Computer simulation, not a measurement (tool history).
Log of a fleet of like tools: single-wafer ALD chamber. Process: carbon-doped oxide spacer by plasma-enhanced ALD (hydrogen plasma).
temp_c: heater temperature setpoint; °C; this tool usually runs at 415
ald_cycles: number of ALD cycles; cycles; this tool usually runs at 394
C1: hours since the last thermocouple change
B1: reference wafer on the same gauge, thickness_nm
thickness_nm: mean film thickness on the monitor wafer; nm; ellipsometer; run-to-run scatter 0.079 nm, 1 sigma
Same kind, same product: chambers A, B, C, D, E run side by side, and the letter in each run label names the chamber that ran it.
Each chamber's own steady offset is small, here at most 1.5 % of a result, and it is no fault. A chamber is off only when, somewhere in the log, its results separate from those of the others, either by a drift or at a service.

{"run": "1D", "hour": 4.1, "temp_c": 415, "ald_cycles": 394, "C1": 512.2, "B1": 20.302, "thickness_nm": 18.953}
{"run": "2C", "hour": 8.7, "temp_c": 415, "ald_cycles": 394, "C1": 1453.8, "B1": 20.293, "thickness_nm": 18.954}
{"run": "3A", "hour": 12.9, "temp_c": 415, "ald_cycles": 394, "C1": 1171.7, "B1": 20.321, "thickness_nm": 18.702}
{"run": "4E", "hour": 15.7, "temp_c": 415, "ald_cycles": 394, "C1": 619, "B1": 20.286, "thickness_nm": 19.019}
{"run": "5B", "hour": 19.4, "temp_c": 415, "ald_cycles": 394, "C1": 742.9, "B1": 20.31, "thickness_nm": 18.791}
{"run": "6C", "hour": 22.4, "temp_c": 415, "ald_cycles": 394, "C1": 1467.5, "B1": 20.297, "thickness_nm": 18.799}
{"run": "7A", "hour": 25.3, "temp_c": 415, "ald_cycles": 394, "C1": 1184.1, "B1": 20.312, "thickness_nm": 18.58}
{"run": "8D", "hour": 28.1, "temp_c": 415, "ald_cycles": 394, "C1": 536.2, "B1": 20.288, "thickness_nm": 18.907}
{"run": "9E", "hour": 33.9, "temp_c": 422, "ald_cycles": 321, "C1": 637.2, "B1": 20.283, "thickness_nm": 15.176}
{"run": "10B", "hour": 39.1, "temp_c": 422, "ald_cycles": 321, "C1": 762.6, "B1": 20.297, "thickness_nm": 14.922}
{"run": "11E", "hour": 41.8, "temp_c": 422, "ald_cycles": 321, "C1": 645.1, "B1": 20.317, "thickness_nm": 15.179}
{"run": "12C", "hour": 45.5, "temp_c": 422, "ald_cycles": 321, "C1": 1490.6, "B1": 20.309, "thickness_nm": 14.968}
{"run": "13A", "hour": 51.3, "temp_c": 422, "ald_cycles": 321, "C1": 1210.1, "B1": 20.306, "thickness_nm": 14.849}
{"run": "14D", "hour": 54.9, "temp_c": 415, "ald_cycles": 394, "C1": 563, "B1": 20.302, "thickness_nm": 18.886}
{"run": "15B", "hour": 58.3, "temp_c": 415, "ald_cycles": 394, "C1": 781.8, "B1": 20.313, "thickness_nm": 18.834}
{"run": "16D", "hour": 63.0, "temp_c": 415, "ald_cycles": 394, "C1": 571.1, "B1": 20.275, "thickness_nm": 18.786}
{"run": "17C", "hour": 68.1, "temp_c": 415, "ald_cycles": 394, "C1": 1513.2, "B1": 20.291, "thickness_nm": 18.941}
{"run": "18A", "hour": 73.8, "temp_c": 415, "ald_cycles": 394, "C1": 1232.6, "B1": 20.303, "thickness_nm": 18.565}
{"run": "19E", "hour": 78.9, "temp_c": 415, "ald_cycles": 394, "C1": 682.2, "B1": 20.294, "thickness_nm": 19.134}
{"run": "20B", "hour": 84.2, "temp_c": 415, "ald_cycles": 394, "C1": 807.7, "B1": 20.298, "thickness_nm": 18.654}
{"run": "21C", "hour": 89.1, "temp_c": 405, "ald_cycles": 364, "C1": 1534.2, "B1": 20.29, "thickness_nm": 17.955}
{"run": "22B", "hour": 92.7, "temp_c": 405, "ald_cycles": 364, "C1": 816.2, "B1": 20.281, "thickness_nm": 17.788}
{"run": "23D", "hour": 97.5, "temp_c": 405, "ald_cycles": 364, "C1": 605.6, "B1": 20.288, "thickness_nm": 17.986}
{"run": "24E", "hour": 102.2, "temp_c": 405, "ald_cycles": 364, "C1": 705.5, "B1": 20.318, "thickness_nm": 18.154}
{"run": "25A", "hour": 106.9, "temp_c": 405, "ald_cycles": 364, "C1": 1265.7, "B1": 20.291, "thickness_nm": 17.788}
{"run": "26D", "hour": 110.5, "temp_c": 415, "ald_cycles": 394, "C1": 618.6, "B1": 20.309, "thickness_nm": 18.917}
{"run": "27E", "hour": 114.3, "temp_c": 415, "ald_cycles": 394, "C1": 717.6, "B1": 20.301, "thickness_nm": 19.038}
{"run": "28B", "hour": 117.0, "temp_c": 415, "ald_cycles": 394, "C1": 840.5, "B1": 20.28, "thickness_nm": 18.812}
{"run": "29A", "hour": 121.5, "temp_c": 415, "ald_cycles": 394, "C1": 1280.3, "B1": 20.292, "thickness_nm": 18.536}
{"run": "30C", "hour": 126.5, "temp_c": 415, "ald_cycles": 394, "C1": 1571.6, "B1": 20.304, "thickness_nm": 18.929}
{"run": "31D", "hour": 131.3, "temp_c": 415, "ald_cycles": 394, "C1": 639.4, "B1": 20.295, "thickness_nm": 18.912}
{"run": "32C", "hour": 134.7, "temp_c": 410, "ald_cycles": 394, "C1": 1579.8, "B1": 20.316, "thickness_nm": 19.2}
{"run": "33A", "hour": 140.2, "temp_c": 410, "ald_cycles": 394, "C1": 1299, "B1": 20.307, "thickness_nm": 18.999}
{"run": "34B", "hour": 144.7, "temp_c": 410, "ald_cycles": 394, "C1": 868.2, "B1": 20.308, "thickness_nm": 18.98}
{"run": "35E", "hour": 150.0, "temp_c": 410, "ald_cycles": 394, "C1": 753.3, "B1": 20.295, "thickness_nm": 19.424}
{"run": "36A", "hour": 154.9, "temp_c": 410, "ald_cycles": 394, "C1": 1313.7, "B1": 20.312, "thickness_nm": 18.887}

Predict what each chamber gives when all 5 of them run the settings below next.
{"run": "37A", "hour": 159.2, "temp_c": 427, "ald_cycles": 394, "thickness_nm": "?"}
{"run": "37B", "hour": 159.2, "temp_c": 427, "ald_cycles": 394, "thickness_nm": "?"}
{"run": "37C", "hour": 159.2, "temp_c": 427, "ald_cycles": 394, "thickness_nm": "?"}
{"run": "37D", "hour": 159.2, "temp_c": 427, "ald_cycles": 394, "thickness_nm": "?"}
{"run": "37E", "hour": 159.2, "temp_c": 427, "ald_cycles": 394, "thickness_nm": "?"}

run=37A thickness_nm=18.004
run=37B thickness_nm=18.182
run=37C thickness_nm=18.157
run=37D thickness_nm=18.178
run=37E thickness_nm=18.37
